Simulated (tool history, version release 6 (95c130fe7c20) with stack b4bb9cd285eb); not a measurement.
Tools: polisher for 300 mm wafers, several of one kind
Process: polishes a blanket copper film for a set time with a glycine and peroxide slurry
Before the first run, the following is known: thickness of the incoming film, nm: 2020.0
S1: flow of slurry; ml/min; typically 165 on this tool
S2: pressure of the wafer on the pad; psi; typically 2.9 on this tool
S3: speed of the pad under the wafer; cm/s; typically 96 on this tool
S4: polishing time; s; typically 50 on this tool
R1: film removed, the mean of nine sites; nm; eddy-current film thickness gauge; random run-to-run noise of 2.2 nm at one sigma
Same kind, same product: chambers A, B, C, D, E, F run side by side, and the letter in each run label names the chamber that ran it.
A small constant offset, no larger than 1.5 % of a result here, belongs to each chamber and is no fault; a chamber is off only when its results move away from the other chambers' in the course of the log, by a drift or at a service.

run,hour,S1,S2,S3,S4,R1
# hour 4.1: chamber F: worn pad replaced by a new one
1A,6.5,165,2.9,96,50,260.50
2C,14.3,165,2.9,96,50,259.22
3F,20.6,165,2.9,96,50,256.81
4E,28.9,165,2.9,96,50,257.38
5D,36.8,165,2.9,96,50,252.60
6B,43.3,165,2.9,96,50,257.37
# hour 46.5: chamber A: worn pad replaced by a new one
7E,50.3,165,2.9,96,50,255.20
8A,59.0,165,2.9,96,50,255.98
9C,66.1,165,2.9,96,50,256.93
10F,71.5,165,2.9,96,50,253.74
# hour 73.7: chamber D: worn pad replaced by a new one
11D,78.8,165,2.9,66,50,187.61
12B,85.0,165,2.9,66,50,191.28
13D,89.6,165,2.9,66,50,186.66
# hour 90.0: chamber E: worn pad replaced by a new one
# hour 90.6: chamber B: worn pad replaced by a new one
14C,94.3,165,2.9,66,50,194.07
15B,103.0,165,2.9,66,50,191.22
# hour 105.7: chamber F: worn pad replaced by a new one
# hour 109.9: chamber D: slurry nozzle cleaned
16E,112.4,165,2.9,66,50,187.02
# hour 113.5: chamber E: slurry nozzle cleaned
17F,122.8,165,2.9,96,50,258.06
18A,129.5,165,2.3,96,50,214.33
# hour 133.5: chamber B: slurry nozzle cleaned
19B,139.6,165,2.3,96,50,214.63
# hour 143.0: chamber C: worn pad replaced by a new one
20F,146.0,165,2.3,96,50,217.27
21A,150.8,165,2.3,96,50,212.97
22E,155.7,165,2.3,96,50,204.36
# hour 164.3: chamber E: worn pad replaced by a new one
23D,165.1,165,2.3,96,50,210.96
24C,171.5,165,2.9,96,50,257.33
25A,176.1,165,2.9,96,50,258.41
26E,180.7,165,2.9,96,50,245.05
# hour 181.4: chamber A: worn pad replaced by a new one
27C,188.0,165,2.9,96,50,255.21
28B,195.2,165,2.9,64,63,235.92
# hour 195.7: chamber F: worn pad replaced by a new one
29F,203.9,165,2.9,64,63,234.63
# hour 206.4: chamber B: worn pad replaced by a new one
30D,211.5,165,2.9,64,63,231.45
# hour 212.6: chamber D: head pressure recalibrated
31F,219.5,165,2.9,64,63,233.91
32B,226.6,165,2.9,64,63,237.89
33C,234.3,165,2.9,64,63,239.95
34A,239.0,165,2.9,96,50,258.80
# hour 241.4: chamber D: worn pad replaced by a new one
# hour 242.9: chamber E: worn pad replaced by a new one
35D,244.7,165,2.9,96,50,247.83
36E,253.9,165,2.9,96,50,235.69
37E,260.2,165,2.6,96,50,212.99
38F,264.9,165,2.6,96,50,236.71
39B,270.5,165,2.6,96,50,232.51

Does one chamber stand apart from the rest, does the shared gauge drift, or is all well apart from small per-chamber offsets? Give the chamber and the most likely cause, where there is one.

Chamber E drifts away from the others.
Most likely cause: head's pressure below its setpoint, % = 11.6.

Here are 4 candidates for chamber E's next run, each the usual settings with a change, their results left as question marks. Which one brings its results back in line with what the others give on the usual settings?
Counts as in line when no further than this from what the other chambers average on the usual settings: R1 7.60 nm
40E-1,277.9,165,2.9,94,48,?
40E-2,277.9,165,3.1,96,50,?
40E-3,277.9,165,3.0,100,52,?
40E-4,277.9,165,2.8,92,48,?

Mean of the other chambers on the usual settings: R1 256.62 nm
run,R1
40E-1,219.94
40E-2,246.09
40E-3,257.71
40E-4,210.14
40E-3 is the one that brings the chamber's results back in line with the other chambers.

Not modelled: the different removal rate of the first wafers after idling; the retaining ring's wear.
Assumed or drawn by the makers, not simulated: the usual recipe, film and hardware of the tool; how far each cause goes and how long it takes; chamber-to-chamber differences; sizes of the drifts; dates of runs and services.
